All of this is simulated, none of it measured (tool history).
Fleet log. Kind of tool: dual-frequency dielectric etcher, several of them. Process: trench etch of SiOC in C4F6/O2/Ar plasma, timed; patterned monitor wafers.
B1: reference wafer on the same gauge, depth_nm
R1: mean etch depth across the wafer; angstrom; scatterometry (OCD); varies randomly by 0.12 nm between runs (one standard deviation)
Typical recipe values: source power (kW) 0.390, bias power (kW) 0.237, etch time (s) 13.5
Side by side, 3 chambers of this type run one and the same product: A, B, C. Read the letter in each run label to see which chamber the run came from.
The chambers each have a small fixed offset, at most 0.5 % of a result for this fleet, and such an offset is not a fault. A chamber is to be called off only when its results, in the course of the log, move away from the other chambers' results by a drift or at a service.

run 1C hour=4.0 | source_power_(kW)=0.390 bias_power_(kW)=0.237 etch_time_(s)=13.5 | B1=29.586 | R1=303.24
run 2A hour=8.2 | source_power_(kW)=0.390 bias_power_(kW)=0.237 etch_time_(s)=13.5 | B1=29.598 | R1=303.19
run 3B hour=13.4 | source_power_(kW)=0.390 bias_power_(kW)=0.237 etch_time_(s)=13.5 | B1=29.595 | R1=303.48
run 4B hour=17.7 | source_power_(kW)=0.390 bias_power_(kW)=0.237 etch_time_(s)=13.5 | B1=29.568 | R1=304.83
run 5C hour=22.1 | source_power_(kW)=0.390 bias_power_(kW)=0.237 etch_time_(s)=13.5 | B1=29.623 | R1=304.57
run 6A hour=25.1 | source_power_(kW)=0.390 bias_power_(kW)=0.237 etch_time_(s)=13.5 | B1=29.575 | R1=305.94
run 7C hour=28.2 | source_power_(kW)=0.390 bias_power_(kW)=0.237 etch_time_(s)=13.5 | B1=29.603 | R1=304.89
run 8A hour=30.9 | source_power_(kW)=0.330 bias_power_(kW)=0.237 etch_time_(s)=13.5 | B1=29.573 | R1=287.98
run 9B hour=33.6 | source_power_(kW)=0.330 bias_power_(kW)=0.237 etch_time_(s)=13.5 | B1=29.582 | R1=283.77
run 10C hour=39.0 | source_power_(kW)=0.330 bias_power_(kW)=0.237 etch_time_(s)=13.5 | B1=29.597 | R1=287.63
run 11B hour=41.8 | source_power_(kW)=0.390 bias_power_(kW)=0.237 etch_time_(s)=13.5 | B1=29.591 | R1=303.39
run 12A hour=45.4 | source_power_(kW)=0.320 bias_power_(kW)=0.237 etch_time_(s)=12.0 | B1=29.589 | R1=251.92
run 13C hour=48.4 | source_power_(kW)=0.320 bias_power_(kW)=0.237 etch_time_(s)=12.0 | B1=29.558 | R1=250.25
run 14A hour=53.1 | source_power_(kW)=0.320 bias_power_(kW)=0.237 etch_time_(s)=12.0 | B1=29.569 | R1=252.46
run 15B hour=56.3 | source_power_(kW)=0.390 bias_power_(kW)=0.237 etch_time_(s)=13.5 | B1=29.604 | R1=303.24
run 16C hour=61.7 | source_power_(kW)=0.390 bias_power_(kW)=0.237 etch_time_(s)=17.0 | B1=29.618 | R1=382.45
run 17A hour=65.9 | source_power_(kW)=0.390 bias_power_(kW)=0.237 etch_time_(s)=17.0 | B1=29.591 | R1=383.13
run 18B hour=71.0 | source_power_(kW)=0.390 bias_power_(kW)=0.237 etch_time_(s)=17.0 | B1=29.591 | R1=380.49
run 19B hour=74.3 | source_power_(kW)=0.390 bias_power_(kW)=0.237 etch_time_(s)=13.5 | B1=29.570 | R1=301.73
run 20A hour=78.8 | source_power_(kW)=0.390 bias_power_(kW)=0.237 etch_time_(s)=13.5 | B1=29.610 | R1=304.05

Next, all 3 chambers run the settings below, one line each with question marks for the results. What does each chamber give?
run 21A hour=83.1 | source_power_(kW)=0.390 bias_power_(kW)=0.199 etch_time_(s)=13.5 | R1=?
run 21B hour=83.1 | source_power_(kW)=0.390 bias_power_(kW)=0.199 etch_time_(s)=13.5 | R1=?
run 21C hour=83.1 | source_power_(kW)=0.390 bias_power_(kW)=0.199 etch_time_(s)=13.5 | R1=?

run=21A R1=288.13
run=21B R1=285.25
run=21C R1=290.28

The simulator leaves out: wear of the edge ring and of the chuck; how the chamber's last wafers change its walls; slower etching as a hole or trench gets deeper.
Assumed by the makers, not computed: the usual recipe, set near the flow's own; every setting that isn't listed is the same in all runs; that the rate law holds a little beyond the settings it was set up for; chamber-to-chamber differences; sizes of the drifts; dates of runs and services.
